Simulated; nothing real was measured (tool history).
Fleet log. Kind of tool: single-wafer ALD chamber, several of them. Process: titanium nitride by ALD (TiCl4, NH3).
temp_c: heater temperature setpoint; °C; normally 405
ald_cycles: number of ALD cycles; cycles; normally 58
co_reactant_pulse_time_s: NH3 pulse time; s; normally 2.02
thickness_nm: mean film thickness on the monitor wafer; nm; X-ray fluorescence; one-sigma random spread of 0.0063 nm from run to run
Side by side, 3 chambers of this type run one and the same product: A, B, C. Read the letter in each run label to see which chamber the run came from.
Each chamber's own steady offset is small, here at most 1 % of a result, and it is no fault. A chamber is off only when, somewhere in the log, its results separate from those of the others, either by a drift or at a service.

run	hour	temp_c	ald_cycles	co_reactant_pulse_time_s	hours since the last thermocouple change	read-back reference wafer on the same gauge, thickness_nm	thickness_nm
# hour 4.4: chamber C: thermocouple changed; heater temperature recalibrated
1C	6.6	405	58	2.02	2.2	1.3797	1.2788
2A	12.0	405	58	2.02	1270.5	1.3815	1.2691
3B	21.0	405	58	2.02	69.2	1.3795	1.2773
4B	29.7	405	58	2.02	77.9	1.3787	1.2905
# hour 31.6: chamber A: thermocouple changed; heater temperature recalibrated
5C	35.3	405	58	2.02	30.9	1.3808	1.2920
6A	44.7	405	58	2.02	13.1	1.3789	1.2774
7A	52.8	405	58	2.02	21.2	1.3801	1.2854
8C	59.7	405	58	2.02	55.3	1.3788	1.3008
9B	68.0	405	58	2.02	116.2	1.3812	1.2816
10C	72.5	405	58	2.02	68.1	1.3795	1.2973
11A	81.5	405	58	2.02	49.9	1.3793	1.2656
12B	90.9	405	58	2.02	139.1	1.3814	1.2909
13B	100.2	405	58	2.02	148.4	1.3813	1.2810
14C	105.6	405	58	2.02	101.2	1.3787	1.2952
15A	114.7	405	58	2.02	83.1	1.3806	1.2758
16C	120.5	405	58	2.02	116.1	1.3822	1.3007
17A	124.8	405	58	2.02	93.2	1.3820	1.2742
18B	134.2	405	58	2.02	182.4	1.3798	1.2823
19C	140.2	405	58	2.02	135.8	1.3806	1.2997
20B	144.7	390	58	2.02	192.9	1.3801	1.2821
21A	153.5	390	58	2.02	121.9	1.3797	1.2640
22B	162.4	390	58	2.02	210.6	1.3796	1.2681
23C	171.9	405	58	2.02	167.5	1.3796	1.2899
24A	180.2	405	65	2.41	148.6	1.3787	1.4309
25C	189.2	405	65	2.41	184.8	1.3793	1.4446
26A	193.9	405	65	2.41	162.3	1.3807	1.4418
27B	201.1	405	58	2.02	249.3	1.3814	1.2970
28C	209.9	405	58	2.02	205.5	1.3809	1.2834
29B	216.6	398	48	2.02	264.8	1.3800	1.0672
30A	223.8	398	48	2.02	192.2	1.3801	1.0417
31B	229.4	398	48	2.02	277.6	1.3803	1.0484
32C	236.3	405	58	2.02	231.9	1.3805	1.3027
33A	240.7	405	58	2.02	209.1	1.3804	1.2799

Each of the 3 chambers runs these same settings next. Fill in every chamber's results:
34A	247.5	405	58	2.02			?
34B	247.5	405	58	2.02			?
34C	247.5	405	58	2.02			?

run	thickness_nm
34A	1.2669
34B	1.2977
34C	1.2949

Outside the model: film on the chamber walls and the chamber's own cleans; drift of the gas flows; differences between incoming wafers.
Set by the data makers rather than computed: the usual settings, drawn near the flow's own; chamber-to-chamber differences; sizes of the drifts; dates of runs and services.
